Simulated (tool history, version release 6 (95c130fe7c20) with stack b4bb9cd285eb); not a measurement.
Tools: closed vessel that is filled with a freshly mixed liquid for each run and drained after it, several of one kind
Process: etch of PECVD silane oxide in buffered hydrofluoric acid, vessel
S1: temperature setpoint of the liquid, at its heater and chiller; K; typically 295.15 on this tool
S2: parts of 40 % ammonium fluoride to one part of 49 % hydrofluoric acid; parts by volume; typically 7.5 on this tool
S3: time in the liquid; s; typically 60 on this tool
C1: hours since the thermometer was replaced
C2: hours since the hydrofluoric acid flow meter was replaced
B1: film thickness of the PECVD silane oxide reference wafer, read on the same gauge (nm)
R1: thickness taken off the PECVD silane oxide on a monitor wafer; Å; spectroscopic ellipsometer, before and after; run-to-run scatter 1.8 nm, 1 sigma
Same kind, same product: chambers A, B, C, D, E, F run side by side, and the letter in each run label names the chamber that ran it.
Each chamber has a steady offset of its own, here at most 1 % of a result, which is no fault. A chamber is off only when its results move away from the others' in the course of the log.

{"run": "1D", "day": 0.146, "S1": 295.15, "S2": 7.5, "S3": 60, "C1": 1115.7, "C2": 288.5, "B1": 110.01, "R1": 1859.2}
{"run": "2E", "day": 0.333, "S1": 295.15, "S2": 7.5, "S3": 60, "C1": 587.4, "C2": 804.6, "B1": 109.95, "R1": 1838.5}
{"run": "3F", "day": 0.488, "S1": 295.15, "S2": 7.5, "S3": 60, "C1": 963.1, "C2": 1855.9, "B1": 109.99, "R1": 1817.5}
{"run": "4A", "day": 0.683, "S1": 295.15, "S2": 7.5, "S3": 60, "C1": 683.4, "C2": 399.8, "B1": 110.03, "R1": 1808.8}
{"run": "5C", "day": 0.792, "S1": 295.15, "S2": 7.5, "S3": 60, "C1": 1013.6, "C2": 1014.1, "B1": 109.99, "R1": 1843.1}
{"run": "6B", "day": 0.912, "S1": 295.15, "S2": 8.5, "S3": 60, "C1": 1763.5, "C2": 204.5, "B1": 110.02, "R1": 1608.0}
{"run": "7E", "day": 1.067, "S1": 295.15, "S2": 8.5, "S3": 60, "C1": 605.0, "C2": 822.2, "B1": 110.03, "R1": 1608.8}
{"run": "8D", "day": 1.271, "S1": 295.15, "S2": 8.5, "S3": 60, "C1": 1142.7, "C2": 315.5, "B1": 110.01, "R1": 1617.2}
{"run": "9C", "day": 1.421, "S1": 295.15, "S2": 8.5, "S3": 60, "C1": 1028.7, "C2": 1029.2, "B1": 109.94, "R1": 1630.8}
{"run": "10B", "day": 1.608, "S1": 295.15, "S2": 8.5, "S3": 60, "C1": 1780.2, "C2": 221.2, "B1": 109.96, "R1": 1585.6}
{"run": "11F", "day": 1.8, "S1": 295.15, "S2": 8.5, "S3": 60, "C1": 994.6, "C2": 1887.4, "B1": 110.0, "R1": 1594.7}
{"run": "12A", "day": 2.0, "S1": 295.15, "S2": 7.5, "S3": 60, "C1": 715.0, "C2": 431.4, "B1": 109.98, "R1": 1833.2}
{"day": 2.088, "done": "chamber A: thermometer replaced"}
{"run": "13D", "day": 2.117, "S1": 295.15, "S2": 7.5, "S3": 60, "C1": 1163.0, "C2": 335.8, "B1": 109.96, "R1": 1806.0}
{"run": "14F", "day": 2.225, "S1": 295.15, "S2": 7.5, "S3": 60, "C1": 1004.8, "C2": 1897.6, "B1": 110.03, "R1": 1830.4}
{"run": "15C", "day": 2.412, "S1": 295.15, "S2": 7.5, "S3": 60, "C1": 1052.5, "C2": 1053.0, "B1": 109.98, "R1": 1816.1}
{"run": "16E", "day": 2.554, "S1": 295.15, "S2": 7.5, "S3": 60, "C1": 640.7, "C2": 857.9, "B1": 110.02, "R1": 1827.6}
{"run": "17A", "day": 2.717, "S1": 295.15, "S2": 7.5, "S3": 60, "C1": 15.2, "C2": 448.6, "B1": 109.96, "R1": 1832.1}
{"run": "18B", "day": 2.833, "S1": 295.15, "S2": 7.5, "S3": 60, "C1": 1809.6, "C2": 250.6, "B1": 109.97, "R1": 1850.3}
{"run": "19E", "day": 3.012, "S1": 295.15, "S2": 7.5, "S3": 60, "C1": 651.7, "C2": 868.9, "B1": 110.07, "R1": 1839.9}
{"run": "20C", "day": 3.188, "S1": 295.15, "S2": 7.5, "S3": 60, "C1": 1071.1, "C2": 1071.6, "B1": 109.98, "R1": 1809.3}
{"run": "21B", "day": 3.312, "S1": 295.15, "S2": 7.5, "S3": 60, "C1": 1821.1, "C2": 262.1, "B1": 109.99, "R1": 1906.5}
{"run": "22A", "day": 3.421, "S1": 295.15, "S2": 7.5, "S3": 60, "C1": 32.1, "C2": 465.5, "B1": 109.99, "R1": 1837.2}
{"run": "23F", "day": 3.571, "S1": 295.15, "S2": 7.5, "S3": 60, "C1": 1037.1, "C2": 1929.9, "B1": 109.96, "R1": 1828.1}
{"run": "24D", "day": 3.717, "S1": 295.15, "S2": 7.5, "S3": 60, "C1": 1201.4, "C2": 374.2, "B1": 109.97, "R1": 1830.6}
{"run": "25E", "day": 3.829, "S1": 295.15, "S2": 7.5, "S3": 60, "C1": 671.3, "C2": 888.5, "B1": 110.02, "R1": 1865.7}
{"run": "26F", "day": 3.971, "S1": 295.15, "S2": 7.5, "S3": 60, "C1": 1046.7, "C2": 1939.5, "B1": 110.0, "R1": 1820.7}
{"run": "27C", "day": 4.142, "S1": 293.15, "S2": 7.5, "S3": 45, "C1": 1094.0, "C2": 1094.5, "B1": 109.98, "R1": 1174.8}
{"run": "28D", "day": 4.304, "S1": 293.15, "S2": 7.5, "S3": 45, "C1": 1215.5, "C2": 388.3, "B1": 110.04, "R1": 1259.6}
{"run": "29A", "day": 4.525, "S1": 293.15, "S2": 7.5, "S3": 45, "C1": 58.6, "C2": 492.0, "B1": 110.02, "R1": 1235.3}
{"run": "30B", "day": 4.675, "S1": 293.15, "S2": 7.5, "S3": 45, "C1": 1853.8, "C2": 294.8, "B1": 110.03, "R1": 1243.7}
{"run": "31B", "day": 4.812, "S1": 293.15, "S2": 7.5, "S3": 45, "C1": 1857.1, "C2": 298.1, "B1": 110.01, "R1": 1248.7}
{"run": "32A", "day": 5.025, "S1": 293.15, "S2": 7.5, "S3": 45, "C1": 70.6, "C2": 504.0, "B1": 110.0, "R1": 1226.3}
{"run": "33E", "day": 5.217, "S1": 295.15, "S2": 7.5, "S3": 60, "C1": 704.6, "C2": 921.8, "B1": 109.94, "R1": 1828.1}
{"run": "34C", "day": 5.325, "S1": 297.65, "S2": 6.0, "S3": 60, "C1": 1122.4, "C2": 1122.9, "B1": 110.0, "R1": 2439.1}
{"run": "35F", "day": 5.433, "S1": 297.65, "S2": 6.0, "S3": 60, "C1": 1081.8, "C2": 1974.6, "B1": 110.0, "R1": 2566.5}
{"run": "36D", "day": 5.554, "S1": 297.65, "S2": 6.0, "S3": 60, "C1": 1245.5, "C2": 418.3, "B1": 110.02, "R1": 2607.0}
{"run": "37B", "day": 5.758, "S1": 297.65, "S2": 6.0, "S3": 60, "C1": 1879.8, "C2": 320.8, "B1": 109.98, "R1": 2661.5}
{"run": "38C", "day": 5.904, "S1": 297.65, "S2": 6.0, "S3": 60, "C1": 1136.3, "C2": 1136.8, "B1": 110.02, "R1": 2365.2}
{"run": "39F", "day": 6.021, "S1": 297.65, "S2": 6.0, "S3": 60, "C1": 1095.9, "C2": 1988.7, "B1": 110.0, "R1": 2579.5}

The same settings go to every chamber for the next run, one line per chamber below. Forecast the results for each:
{"run": "40A", "day": 6.188, "S1": 295.15, "S2": 7.5, "S3": 60, "R1": "?"}
{"run": "40B", "day": 6.188, "S1": 295.15, "S2": 7.5, "S3": 60, "R1": "?"}
{"run": "40C", "day": 6.188, "S1": 295.15, "S2": 7.5, "S3": 60, "R1": "?"}
{"run": "40D", "day": 6.188, "S1": 295.15, "S2": 7.5, "S3": 60, "R1": "?"}
{"run": "40E", "day": 6.188, "S1": 295.15, "S2": 7.5, "S3": 60, "R1": "?"}
{"run": "40F", "day": 6.188, "S1": 295.15, "S2": 7.5, "S3": 60, "R1": "?"}

run=40A R1=1865.1
run=40B R1=1854.5
run=40C R1=1641.5
run=40D R1=1865.3
run=40E R1=1834.5
run=40F R1=1814.1
